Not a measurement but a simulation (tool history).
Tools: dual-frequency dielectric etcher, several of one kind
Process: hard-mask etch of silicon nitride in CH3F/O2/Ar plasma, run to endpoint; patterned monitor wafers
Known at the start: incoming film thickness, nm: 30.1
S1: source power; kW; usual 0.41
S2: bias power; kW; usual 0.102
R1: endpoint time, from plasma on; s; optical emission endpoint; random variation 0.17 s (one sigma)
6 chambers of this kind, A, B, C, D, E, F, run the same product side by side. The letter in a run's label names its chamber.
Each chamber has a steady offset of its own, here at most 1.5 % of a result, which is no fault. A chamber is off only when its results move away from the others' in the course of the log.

{"run": "1A", "hour": 9.6, "S1": 0.41, "S2": 0.102, "R1": 37.975}
{"hour": 17.6, "done": "chamber D: wet clean of the chamber"}
{"run": "2C", "hour": 20.4, "S1": 0.41, "S2": 0.102, "R1": 38.405}
{"hour": 27.5, "done": "chamber F: wet clean of the chamber"}
{"run": "3D", "hour": 29.9, "S1": 0.41, "S2": 0.102, "R1": 38.327}
{"run": "4F", "hour": 43.1, "S1": 0.41, "S2": 0.102, "R1": 38.395}
{"run": "5E", "hour": 55.9, "S1": 0.41, "S2": 0.102, "R1": 38.732}
{"run": "6B", "hour": 62.8, "S1": 0.41, "S2": 0.102, "R1": 38.453}
{"run": "7C", "hour": 75.8, "S1": 0.41, "S2": 0.102, "R1": 38.384}
{"run": "8F", "hour": 87.2, "S1": 0.41, "S2": 0.102, "R1": 38.535}
{"run": "9D", "hour": 96.0, "S1": 0.41, "S2": 0.102, "R1": 38.585}
{"run": "10B", "hour": 104.6, "S1": 0.41, "S2": 0.102, "R1": 38.286}
{"run": "11E", "hour": 112.6, "S1": 0.41, "S2": 0.102, "R1": 38.69}
{"run": "12A", "hour": 126.0, "S1": 0.33, "S2": 0.079, "R1": 45.034}
{"run": "13A", "hour": 133.3, "S1": 0.33, "S2": 0.079, "R1": 45.039}
{"run": "14B", "hour": 146.6, "S1": 0.33, "S2": 0.079, "R1": 45.802}
{"run": "15F", "hour": 160.1, "S1": 0.33, "S2": 0.079, "R1": 45.714}
{"run": "16D", "hour": 168.0, "S1": 0.33, "S2": 0.079, "R1": 45.749}
{"run": "17E", "hour": 177.2, "S1": 0.33, "S2": 0.079, "R1": 46.208}
{"run": "18C", "hour": 184.4, "S1": 0.41, "S2": 0.102, "R1": 38.572}
{"run": "19E", "hour": 192.8, "S1": 0.41, "S2": 0.102, "R1": 38.282}
{"run": "20A", "hour": 201.2, "S1": 0.41, "S2": 0.102, "R1": 38.122}
{"run": "21F", "hour": 208.8, "S1": 0.41, "S2": 0.102, "R1": 38.249}
{"hour": 212.7, "done": "chamber E: source power generator calibrated"}
{"hour": 214.9, "done": "chamber B: wet clean of the chamber"}
{"run": "22D", "hour": 218.4, "S1": 0.41, "S2": 0.102, "R1": 38.624}
{"run": "23C", "hour": 231.7, "S1": 0.41, "S2": 0.102, "R1": 38.657}
{"run": "24B", "hour": 238.7, "S1": 0.41, "S2": 0.102, "R1": 38.367}
{"run": "25C", "hour": 246.4, "S1": 0.41, "S2": 0.102, "R1": 38.377}
{"run": "26A", "hour": 259.0, "S1": 0.41, "S2": 0.102, "R1": 37.895}
{"run": "27E", "hour": 266.5, "S1": 0.32, "S2": 0.125, "R1": 39.573}
{"run": "28F", "hour": 274.3, "S1": 0.32, "S2": 0.125, "R1": 38.947}
{"hour": 285.4, "done": "chamber C: wet clean of the chamber"}
{"run": "29D", "hour": 285.8, "S1": 0.32, "S2": 0.125, "R1": 39.099}
{"run": "30B", "hour": 293.3, "S1": 0.32, "S2": 0.125, "R1": 38.68}
{"run": "31C", "hour": 304.3, "S1": 0.32, "S2": 0.125, "R1": 39.208}
{"run": "32E", "hour": 316.8, "S1": 0.32, "S2": 0.125, "R1": 40.156}
{"run": "33A", "hour": 326.6, "S1": 0.41, "S2": 0.102, "R1": 37.98}
{"hour": 333.3, "done": "chamber D: wet clean of the chamber"}
{"run": "34D", "hour": 334.9, "S1": 0.31, "S2": 0.111, "R1": 41.344}
{"hour": 345.8, "done": "chamber A: wet clean of the chamber"}
{"run": "35F", "hour": 346.6, "S1": 0.31, "S2": 0.111, "R1": 41.223}
{"run": "36B", "hour": 356.7, "S1": 0.31, "S2": 0.111, "R1": 41.521}
{"run": "37B", "hour": 364.8, "S1": 0.31, "S2": 0.111, "R1": 41.421}
{"run": "38D", "hour": 377.8, "S1": 0.31, "S2": 0.111, "R1": 41.387}
{"run": "39C", "hour": 384.4, "S1": 0.31, "S2": 0.111, "R1": 41.145}
{"run": "40F", "hour": 394.4, "S1": 0.41, "S2": 0.102, "R1": 38.65}
{"run": "41A", "hour": 405.3, "S1": 0.41, "S2": 0.102, "R1": 38.165}
{"run": "42E", "hour": 412.1, "S1": 0.33, "S2": 0.116, "R1": 41.445}
{"run": "43C", "hour": 418.9, "S1": 0.33, "S2": 0.116, "R1": 39.854}
{"run": "44E", "hour": 426.8, "S1": 0.33, "S2": 0.116, "R1": 41.697}

Is one chamber off against the others, does the gauge drift, or is nothing wrong? If a chamber is off, say which, and what the likeliest cause is.

Chamber E drifts away from the others.
Cause: etch rate under this chamber's usual, % = 4.22.

Here are 4 candidates for chamber E's next run, each the usual settings with a change, their results left as question marks. Which one brings its results back in line with what the others give on the usual settings?
In line means no further than this from the other chambers' mean on the usual settings: R1 0.59 s
{"run": "45E-1", "hour": 436.4, "S1": 0.41, "S2": 0.107, "R1": "?"}
{"run": "45E-2", "hour": 436.4, "S1": 0.38, "S2": 0.094, "R1": "?"}
{"run": "45E-3", "hour": 436.4, "S1": 0.44, "S2": 0.11, "R1": "?"}
{"run": "45E-4", "hour": 436.4, "S1": 0.41, "S2": 0.097, "R1": "?"}

The other chambers' mean on the usual settings: R1 38.315 s
run=45E-1 R1=39.748
run=45E-2 R1=42.892
run=45E-3 R1=38.333
run=45E-4 R1=41.228
45E-3 brings the chamber back in line.

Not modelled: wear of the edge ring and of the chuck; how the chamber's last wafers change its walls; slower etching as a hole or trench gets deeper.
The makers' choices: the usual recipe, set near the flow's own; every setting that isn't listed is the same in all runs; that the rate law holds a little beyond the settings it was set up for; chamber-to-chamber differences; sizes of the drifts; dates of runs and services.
